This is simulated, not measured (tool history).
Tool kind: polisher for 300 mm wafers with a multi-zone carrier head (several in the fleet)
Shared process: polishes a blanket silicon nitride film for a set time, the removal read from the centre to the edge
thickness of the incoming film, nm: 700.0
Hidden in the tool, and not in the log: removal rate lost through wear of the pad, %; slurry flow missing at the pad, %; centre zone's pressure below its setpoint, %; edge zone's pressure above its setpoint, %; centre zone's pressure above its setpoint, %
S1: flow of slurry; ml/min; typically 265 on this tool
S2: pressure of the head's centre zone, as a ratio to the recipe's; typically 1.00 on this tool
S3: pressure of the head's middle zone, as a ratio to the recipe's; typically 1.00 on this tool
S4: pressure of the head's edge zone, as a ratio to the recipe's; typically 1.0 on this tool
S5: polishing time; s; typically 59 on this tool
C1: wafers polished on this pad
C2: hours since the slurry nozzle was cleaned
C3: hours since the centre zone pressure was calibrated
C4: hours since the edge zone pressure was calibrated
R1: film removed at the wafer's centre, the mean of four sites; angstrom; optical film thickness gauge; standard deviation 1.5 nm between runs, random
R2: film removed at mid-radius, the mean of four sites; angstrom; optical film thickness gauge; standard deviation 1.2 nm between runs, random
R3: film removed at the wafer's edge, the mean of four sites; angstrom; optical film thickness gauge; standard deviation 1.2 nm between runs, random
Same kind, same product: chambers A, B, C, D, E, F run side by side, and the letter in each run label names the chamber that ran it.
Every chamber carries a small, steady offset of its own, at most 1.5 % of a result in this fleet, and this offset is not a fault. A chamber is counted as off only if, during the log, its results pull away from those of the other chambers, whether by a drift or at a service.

run   hour   S1    S2    S3   S4  S5    C1     C2      C3      C4      R1      R2      R3
       2.2  -- chamber D: edge zone pressure recalibrated
 1E    6.9  265  1.00  1.00  1.0  59   477  273.1   224.7    16.3  1463.0  1446.2  1446.0
      14.9  -- chamber D: worn pad replaced by a new one
 2C   20.2  265  1.00  1.00  1.0  59   366  717.9   570.3   320.2  1422.5  1450.7  1453.2
      31.7  -- chamber E: worn pad replaced by a new one
 3A   31.7  265  1.00  1.00  1.0  59  1195  568.7  1114.1  1399.9  1446.5  1445.3  1444.3
 4F   45.3  265  1.00  1.00  1.0  59   658  643.1   316.3   148.8  1451.2  1460.2  1444.1
      50.0  -- chamber B: worn pad replaced by a new one
      56.1  -- chamber A: worn pad replaced by a new one
 5B   57.5  265  1.00  1.00  1.0  59    63  433.6   259.5    59.2  1454.9  1446.5  1450.6
 6D   63.8  265  0.92  0.95  1.0  59   409  563.3   328.9    61.7  1310.5  1378.4  1474.8
 7D   70.4  265  0.92  0.95  1.0  59   464  569.9   335.5    68.3  1317.6  1369.9  1468.5
      74.0  -- chamber F: worn pad replaced by a new one
      74.9  -- chamber A: edge zone pressure recalibrated
 8B   78.7  265  0.92  0.95  1.0  59   240  454.8   280.7    80.4  1321.7  1385.8  1470.6
      84.4  -- chamber C: worn pad replaced by a new one
 9A   84.8  265  0.92  0.95  1.0  59   239  621.8  1167.2     9.9  1301.6  1375.4  1470.6
      90.7  -- chamber C: edge zone pressure recalibrated
10C   92.0  265  0.92  0.95  1.0  59    64  789.7   642.1     1.3  1338.2  1394.1  1461.8
      94.9  -- chamber D: worn pad replaced by a new one
11E  104.9  265  0.92  0.95  1.0  59   611  371.1   322.7   114.3  1319.5  1397.5  1442.6
     110.5  -- chamber E: worn pad replaced by a new one
     117.3  -- chamber C: slurry nozzle cleaned
12F  118.7  265  1.00  1.00  1.0  59   373  716.5   389.7   222.2  1459.8  1454.7  1451.0
     120.5  -- chamber E: slurry nozzle cleaned
     124.4  -- chamber D: slurry nozzle cleaned
13A  127.1  265  0.96  1.00  1.0  59   593  664.1  1209.5    52.2  1375.4  1444.1  1464.3
14E  136.7  265  0.96  1.00  1.0  59   219   16.3   354.5   146.1  1385.8  1456.0  1460.0
     137.0  -- chamber F: slurry nozzle cleaned
15D  147.7  265  0.96  1.00  1.0  59   441   23.4   412.8   145.6  1410.9  1477.4  1461.6
16B  153.9  265  0.96  1.00  1.0  59   868  530.0   355.9   155.6  1413.5  1444.0  1451.5
17C  165.3  265  0.96  1.00  1.0  59   676   48.0   715.4    74.6  1400.5  1458.5  1462.4
18F  174.2  265  0.96  1.00  1.0  59   837   37.2   445.2   277.7  1384.8  1444.4  1439.2
     176.9  -- chamber D: worn pad replaced by a new one
     180.0  -- chamber B: worn pad replaced by a new one
19B  181.0  265  1.00  1.00  1.0  59     8  557.1   383.0   182.7  1426.2  1485.3  1444.6
     185.2  -- chamber A: slurry nozzle cleaned
     188.7  -- chamber C: worn pad replaced by a new one
20E  189.2  265  1.00  1.00  1.0  59   657   68.8   407.0   198.6  1451.0  1465.1  1457.6
     189.7  -- chamber E: worn pad replaced by a new one
21F  197.2  265  1.00  1.00  1.0  59  1029   60.2   468.2   300.7  1464.7  1446.6  1430.7
22A  206.9  265  1.00  1.00  1.0  59  1259   21.7  1289.3   132.0  1425.4  1438.1  1468.2
     207.5  -- chamber F: worn pad replaced by a new one
     210.3  -- chamber F: centre zone pressure recalibrated
23D  216.2  265  1.00  1.00  1.0  59   328   91.9   481.3   214.1  1485.6  1451.0  1469.7
     220.3  -- chamber A: centre zone pressure recalibrated
24C  222.8  265  1.00  1.00  1.1  59   285  105.5   772.9   132.1  1491.1  1465.7  1539.5
25C  229.0  265  1.00  1.00  1.1  59   336  111.7   779.1   138.3  1452.9  1439.6  1552.1
     238.4  -- chamber A: worn pad replaced by a new one
26E  240.4  265  1.00  1.00  1.1  59   423  120.0   458.2   249.8  1428.4  1469.8  1521.1
27B  246.9  265  1.00  1.00  1.1  59   558  623.0   448.9   248.6  1436.6  1449.8  1526.8
28A  253.0  265  1.00  1.00  1.1  59   122   67.8    32.8   178.1  1420.6  1447.9  1541.4
29D  261.7  265  1.00  1.00  1.1  59   708  137.4   526.8   259.6  1443.6  1467.3  1539.1
30F  270.6  265  1.00  1.00  1.0  59   526  133.6    60.3   374.1  1437.0  1462.7  1455.5
     271.2  -- chamber E: worn pad replaced by a new one
31E  277.7  265  0.93  1.00  1.0  59    54  157.3   495.5   287.1  1359.9  1442.0  1470.6
     278.2  -- chamber C: worn pad replaced by a new one
     278.6  -- chamber D: worn pad replaced by a new one
32B  285.3  265  0.93  1.00  1.0  59   879  661.4   487.3   287.0  1371.2  1452.7  1450.3
33C  293.8  265  0.93  1.00  1.0  59   131  176.5   843.9   203.1  1347.1  1451.6  1451.5
34F  304.5  265  0.93  1.00  1.0  59   809  167.5    94.2   408.0  1322.8  1453.2  1454.8
35A  316.8  265  0.93  1.00  1.0  59   655  131.6    96.6   241.9  1338.1  1448.1  1432.3
     320.4  -- chamber B: centre zone pressure recalibrated
     320.6  -- chamber B: worn pad replaced by a new one
36D  330.1  265  0.93  1.00  1.0  59   430  205.8   595.2   328.0  1368.0  1461.1  1458.8
37D  337.0  265  1.00  1.00  1.0  59   488  212.7   602.1   334.9  1463.3  1449.3  1480.4
     337.4  -- chamber E: centre zone pressure recalibrated
38B  349.3  265  1.00  1.00  1.0  59   239  725.4    28.9   351.0  1488.3  1461.7  1466.9
     358.6  -- chamber E: worn pad replaced by a new one
39E  360.0  265  1.00  1.00  1.0  59    11  239.6    22.6   369.4  1476.0  1474.5  1445.0

For the next run the whole fleet of 6 chambers uses the same settings. Give each chamber's results:
40A  370.0  265  1.00  1.00  1.0  59                   ?   ?   ?
40B  370.0  265  1.00  1.00  1.0  59                   ?   ?   ?
40C  370.0  265  1.00  1.00  1.0  59                   ?   ?   ?
40D  370.0  265  1.00  1.00  1.0  59                   ?   ?   ?
40E  370.0  265  1.00  1.00  1.0  59                   ?   ?   ?
40F  370.0  265  1.00  1.00  1.0  59                   ?   ?   ?

run      R1      R2      R3
40A  1443.7  1455.8  1448.8
40B  1465.8  1449.8  1466.0
40C  1454.6  1437.4  1462.4
40D  1454.8  1460.2  1458.4
40E  1451.1  1443.1  1446.9
40F  1474.4  1475.1  1460.2

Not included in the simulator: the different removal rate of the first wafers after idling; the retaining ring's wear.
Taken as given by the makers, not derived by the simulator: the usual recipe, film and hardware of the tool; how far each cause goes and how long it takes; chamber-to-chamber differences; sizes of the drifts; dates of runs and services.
